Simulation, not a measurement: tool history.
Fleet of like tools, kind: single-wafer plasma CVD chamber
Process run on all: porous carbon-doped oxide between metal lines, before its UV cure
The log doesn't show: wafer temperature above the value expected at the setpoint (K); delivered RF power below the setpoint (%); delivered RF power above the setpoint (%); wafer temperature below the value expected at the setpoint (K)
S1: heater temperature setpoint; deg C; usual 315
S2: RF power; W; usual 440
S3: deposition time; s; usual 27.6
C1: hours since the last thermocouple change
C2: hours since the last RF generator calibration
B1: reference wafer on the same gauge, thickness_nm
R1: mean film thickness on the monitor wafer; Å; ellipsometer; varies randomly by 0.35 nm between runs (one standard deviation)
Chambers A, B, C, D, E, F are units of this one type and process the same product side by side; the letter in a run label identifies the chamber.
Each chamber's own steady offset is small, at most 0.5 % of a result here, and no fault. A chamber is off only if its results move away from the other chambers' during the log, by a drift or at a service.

{"run": "1E", "hour": 3.5, "S1": 315, "S2": 440, "S3": 27.6, "C1": 167.8, "C2": 1813, "B1": 118.06, "R1": 1250.8}
{"hour": 6.7, "done": "chamber A: thermocouple changed; heater temperature recalibrated"}
{"run": "2A", "hour": 8.4, "S1": 315, "S2": 440, "S3": 27.6, "C1": 1.7, "C2": 1086.7, "B1": 117.99, "R1": 1267.2}
{"run": "3D", "hour": 13.2, "S1": 315, "S2": 440, "S3": 27.6, "C1": 1038.8, "C2": 510.1, "B1": 118.03, "R1": 1261.9}
{"run": "4C", "hour": 19.3, "S1": 315, "S2": 440, "S3": 27.6, "C1": 379.5, "C2": 1483.3, "B1": 118.07, "R1": 1254.7}
{"run": "5B", "hour": 25.6, "S1": 315, "S2": 440, "S3": 27.6, "C1": 1293.3, "C2": 841.8, "B1": 117.99, "R1": 1266.6}
{"run": "6F", "hour": 30.4, "S1": 315, "S2": 440, "S3": 27.6, "C1": 75, "C2": 39.1, "B1": 118.06, "R1": 1262.1}
{"run": "7D", "hour": 37.1, "S1": 315, "S2": 485, "S3": 27.6, "C1": 1062.7, "C2": 534, "B1": 117.96, "R1": 1341}
{"run": "8E", "hour": 40.4, "S1": 315, "S2": 485, "S3": 27.6, "C1": 204.7, "C2": 1849.9, "B1": 118, "R1": 1341.4}
{"run": "9C", "hour": 44.1, "S1": 315, "S2": 485, "S3": 27.6, "C1": 404.3, "C2": 1508.1, "B1": 117.97, "R1": 1351.4}
{"run": "10F", "hour": 48.6, "S1": 315, "S2": 485, "S3": 27.6, "C1": 93.2, "C2": 57.3, "B1": 117.98, "R1": 1351.1}
{"run": "11B", "hour": 53.9, "S1": 315, "S2": 485, "S3": 27.6, "C1": 1321.6, "C2": 870.1, "B1": 117.97, "R1": 1352.5}
{"run": "12A", "hour": 59.9, "S1": 315, "S2": 485, "S3": 27.6, "C1": 53.2, "C2": 1138.2, "B1": 118, "R1": 1345.9}
{"run": "13A", "hour": 66.3, "S1": 315, "S2": 440, "S3": 27.6, "C1": 59.6, "C2": 1144.6, "B1": 118.04, "R1": 1255.3}
{"run": "14B", "hour": 69.5, "S1": 315, "S2": 440, "S3": 27.6, "C1": 1337.2, "C2": 885.7, "B1": 118.01, "R1": 1254.1}
{"run": "15C", "hour": 74.7, "S1": 315, "S2": 440, "S3": 27.6, "C1": 434.9, "C2": 1538.7, "B1": 118.01, "R1": 1264.8}
{"run": "16D", "hour": 77.9, "S1": 315, "S2": 440, "S3": 27.6, "C1": 1103.5, "C2": 574.8, "B1": 117.99, "R1": 1260.6}
{"hour": 82.3, "done": "chamber B: thermocouple changed; heater temperature recalibrated"}
{"run": "17E", "hour": 82.3, "S1": 315, "S2": 440, "S3": 27.6, "C1": 246.6, "C2": 1891.8, "B1": 118.02, "R1": 1254.7}
{"run": "18F", "hour": 89.0, "S1": 315, "S2": 365, "S3": 27.6, "C1": 133.6, "C2": 97.7, "B1": 118, "R1": 1082.1}
{"run": "19C", "hour": 94.5, "S1": 315, "S2": 365, "S3": 27.6, "C1": 454.7, "C2": 1558.5, "B1": 117.96, "R1": 1086.5}
{"run": "20F", "hour": 99.8, "S1": 315, "S2": 365, "S3": 27.6, "C1": 144.4, "C2": 108.5, "B1": 117.97, "R1": 1084.7}
{"run": "21E", "hour": 104.2, "S1": 315, "S2": 365, "S3": 27.6, "C1": 268.5, "C2": 1913.7, "B1": 117.98, "R1": 1076.6}
{"run": "22A", "hour": 108.7, "S1": 315, "S2": 365, "S3": 27.6, "C1": 102, "C2": 1187, "B1": 118.01, "R1": 1094.2}
{"run": "23B", "hour": 114.9, "S1": 315, "S2": 365, "S3": 27.6, "C1": 32.6, "C2": 931.1, "B1": 117.94, "R1": 1070.4}
{"run": "24D", "hour": 120.4, "S1": 315, "S2": 440, "S3": 27.6, "C1": 1146, "C2": 617.3, "B1": 117.99, "R1": 1256.7}
{"run": "25A", "hour": 127.0, "S1": 315, "S2": 440, "S3": 27.6, "C1": 120.3, "C2": 1205.3, "B1": 117.96, "R1": 1261.7}
{"hour": 127.3, "done": "chamber E: RF generator calibrated"}
{"run": "26D", "hour": 132.8, "S1": 315, "S2": 440, "S3": 27.6, "C1": 1158.4, "C2": 629.7, "B1": 117.92, "R1": 1250.3}
{"run": "27E", "hour": 136.6, "S1": 315, "S2": 440, "S3": 27.6, "C1": 300.9, "C2": 9.3, "B1": 118, "R1": 1253.4}
{"run": "28F", "hour": 140.2, "S1": 315, "S2": 440, "S3": 27.6, "C1": 184.8, "C2": 148.9, "B1": 118, "R1": 1252.7}
{"run": "29B", "hour": 144.9, "S1": 315, "S2": 440, "S3": 27.6, "C1": 62.6, "C2": 961.1, "B1": 118.03, "R1": 1237.3}
{"run": "30C", "hour": 148.7, "S1": 315, "S2": 440, "S3": 27.6, "C1": 508.9, "C2": 1612.7, "B1": 117.95, "R1": 1254.6}
{"run": "31F", "hour": 153.8, "S1": 315, "S2": 440, "S3": 27.6, "C1": 198.4, "C2": 162.5, "B1": 117.97, "R1": 1259.1}
{"run": "32B", "hour": 158.4, "S1": 315, "S2": 440, "S3": 27.6, "C1": 76.1, "C2": 974.6, "B1": 118.07, "R1": 1236.8}
{"run": "33D", "hour": 161.8, "S1": 315, "S2": 440, "S3": 27.6, "C1": 1187.4, "C2": 658.7, "B1": 118.08, "R1": 1259.3}
{"run": "34E", "hour": 167.1, "S1": 315, "S2": 440, "S3": 27.6, "C1": 331.4, "C2": 39.8, "B1": 117.94, "R1": 1254}
{"run": "35C", "hour": 171.9, "S1": 315, "S2": 440, "S3": 27.6, "C1": 532.1, "C2": 1635.9, "B1": 118.06, "R1": 1255.6}
{"run": "36A", "hour": 177.6, "S1": 315, "S2": 440, "S3": 27.6, "C1": 170.9, "C2": 1255.9, "B1": 117.98, "R1": 1261.6}
{"run": "37D", "hour": 181.7, "S1": 315, "S2": 440, "S3": 27.6, "C1": 1207.3, "C2": 678.6, "B1": 118.01, "R1": 1255.8}
{"run": "38E", "hour": 186.6, "S1": 315, "S2": 440, "S3": 27.6, "C1": 350.9, "C2": 59.3, "B1": 117.91, "R1": 1253.2}

All chambers now run identical settings, listed one chamber a line with results as question marks. What results will each chamber show?
{"run": "39A", "hour": 191.4, "S1": 315, "S2": 440, "S3": 27.6, "R1": "?"}
{"run": "39B", "hour": 191.4, "S1": 315, "S2": 440, "S3": 27.6, "R1": "?"}
{"run": "39C", "hour": 191.4, "S1": 315, "S2": 440, "S3": 27.6, "R1": "?"}
{"run": "39D", "hour": 191.4, "S1": 315, "S2": 440, "S3": 27.6, "R1": "?"}
{"run": "39E", "hour": 191.4, "S1": 315, "S2": 440, "S3": 27.6, "R1": "?"}
{"run": "39F", "hour": 191.4, "S1": 315, "S2": 440, "S3": 27.6, "R1": "?"}

run=39A R1=1259.4
run=39B R1=1234.6
run=39C R1=1262
run=39D R1=1255.9
run=39E R1=1251.3
run=39F R1=1254.2

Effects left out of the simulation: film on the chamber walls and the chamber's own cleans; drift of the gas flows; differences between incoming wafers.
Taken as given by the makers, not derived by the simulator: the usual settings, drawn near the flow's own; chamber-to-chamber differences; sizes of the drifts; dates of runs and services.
